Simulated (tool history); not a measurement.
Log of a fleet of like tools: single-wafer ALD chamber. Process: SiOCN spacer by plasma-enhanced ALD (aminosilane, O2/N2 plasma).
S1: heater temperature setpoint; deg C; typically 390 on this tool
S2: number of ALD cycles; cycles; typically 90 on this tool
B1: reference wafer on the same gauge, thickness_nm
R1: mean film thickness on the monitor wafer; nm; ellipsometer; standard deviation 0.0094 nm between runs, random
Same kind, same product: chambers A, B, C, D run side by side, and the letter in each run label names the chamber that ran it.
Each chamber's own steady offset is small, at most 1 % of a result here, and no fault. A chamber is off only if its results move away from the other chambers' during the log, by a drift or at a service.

run,hour,S1,S2,B1,R1
1B,4.8,390,90,4.5594,5.4045
2C,13.0,390,90,4.5620,5.4559
3A,20.6,390,90,4.5645,5.4552
4D,25.8,390,90,4.5644,5.4339
5B,32.3,400,75,4.5656,4.5076
6D,37.7,400,75,4.5634,4.5200
7A,47.4,400,75,4.5641,4.5600
8C,57.9,400,75,4.5660,4.5570
9A,67.3,390,90,4.5698,5.4768
10D,75.4,390,90,4.5675,5.4513
11C,86.3,390,90,4.5702,5.4717
12B,92.9,390,90,4.5697,5.4194
13B,100.8,380,100,4.5712,6.0093
14A,107.9,380,100,4.5728,6.0792
15D,116.5,380,100,4.5748,6.0496
16C,125.8,380,100,4.5757,6.0868
17A,131.0,390,84,4.5742,5.1185
18D,138.0,390,84,4.5770,5.0894
19B,146.8,390,84,4.5759,5.0704
20C,154.0,390,84,4.5801,5.1141
21A,158.8,380,98,4.5792,5.9736
22D,168.3,380,98,4.5793,5.9573
23C,176.8,380,98,4.5814,5.9687
24B,185.9,380,98,4.5812,5.9022
25C,191.2,390,90,4.5853,5.4999
26B,196.8,402,107,4.5834,6.3992
27D,207.1,402,107,4.5849,6.4652
28A,215.7,402,107,4.5867,6.4927
29B,222.4,402,107,4.5871,6.4332
30A,232.2,395,90,4.5876,5.5022
31D,239.3,395,90,4.5911,5.4607
32C,245.8,395,90,4.5891,5.4899
33C,251.5,395,90,4.5905,5.4961
34D,256.3,390,90,4.5886,5.4731
35A,267.0,390,90,4.5918,5.4903

Next, all 4 chambers run the settings below, one line each with question marks for the results. What does each chamber give?
36A,274.9,390,90,,?
36B,274.9,390,90,,?
36C,274.9,390,90,,?
36D,274.9,390,90,,?

run,R1
36A,5.4962
36B,5.4404
36C,5.5050
36D,5.4706
